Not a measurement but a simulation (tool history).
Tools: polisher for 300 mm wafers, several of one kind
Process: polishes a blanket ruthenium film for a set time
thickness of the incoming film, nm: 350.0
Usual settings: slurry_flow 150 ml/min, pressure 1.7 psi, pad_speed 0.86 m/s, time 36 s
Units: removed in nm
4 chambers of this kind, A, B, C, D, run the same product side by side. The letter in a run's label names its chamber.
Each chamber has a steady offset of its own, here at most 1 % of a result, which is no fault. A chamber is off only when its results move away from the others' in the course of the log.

run	hour	slurry_flow	pressure	pad_speed	time	wafers polished on this pad	hours since the slurry nozzle was cleaned	hours since the head pressure was calibrated	removed
1A	3.3	150	1.7	0.86	36	270	677.8	766.8	24.387
2B	6.1	150	1.7	0.86	36	185	79.7	744.7	24.191
3C	9.2	150	1.7	0.86	36	1142	148.2	1135.7	24.261
4D	12.3	150	1.7	0.86	36	891	367.3	134.6	24.690
# hour 14.1: chamber D: worn pad replaced by a new one
# hour 14.7: chamber C: worn pad replaced by a new one
5C	15.9	150	1.7	0.86	36	11	154.9	1142.4	24.763
6B	20.5	150	1.7	0.86	36	316	94.1	759.1	23.759
7D	25.7	150	1.7	0.86	36	105	380.7	148.0	24.715
8A	28.4	150	1.7	0.86	36	498	702.9	791.9	24.261
9C	31.1	150	1.7	0.86	36	149	170.1	1157.6	24.459
10D	33.5	180	1.7	0.86	41	176	388.5	155.8	29.056
11A	38.6	180	1.7	0.86	41	591	713.1	802.1	28.835
12B	43.4	180	1.7	0.86	41	524	117.0	782.0	27.653
13A	47.8	180	1.7	0.86	41	674	722.3	811.3	28.622
14B	52.9	150	1.7	0.86	36	610	126.5	791.5	23.656
15D	55.2	150	1.7	0.86	36	373	410.2	177.5	24.878
16C	59.5	150	1.7	0.86	36	407	198.5	1186.0	24.844
17B	62.5	150	1.7	0.86	36	698	136.1	801.1	22.713
18C	65.3	150	1.7	0.86	36	460	204.3	1191.8	24.285
19D	69.9	150	1.7	0.86	36	506	424.9	192.2	25.152
20A	74.6	125	1.7	0.86	36	918	749.1	838.1	23.069
# hour 77.7: chamber A: worn pad replaced by a new one
21D	78.0	125	1.7	0.86	36	580	433.0	200.3	23.629
# hour 80.5: chamber A: slurry nozzle cleaned
22B	81.1	125	1.7	0.86	36	866	154.7	819.7	21.435
23C	84.5	125	1.7	0.86	36	634	223.5	1211.0	23.369
24A	88.3	150	1.7	0.64	36	96	7.8	851.8	18.027
25B	92.7	150	1.7	0.64	36	972	166.3	831.3	16.199
26C	96.1	150	1.7	0.64	36	739	235.1	1222.6	18.437
27D	99.5	150	1.7	0.64	36	775	454.5	221.8	18.294

Next, every chamber runs the same settings. What will each give?
28A	103.3	185	1.7	0.86	36				?
28B	103.3	185	1.7	0.86	36				?
28C	103.3	185	1.7	0.86	36				?
28D	103.3	185	1.7	0.86	36				?

run	removed
28A	25.473
28B	22.583
28C	25.014
28D	25.049
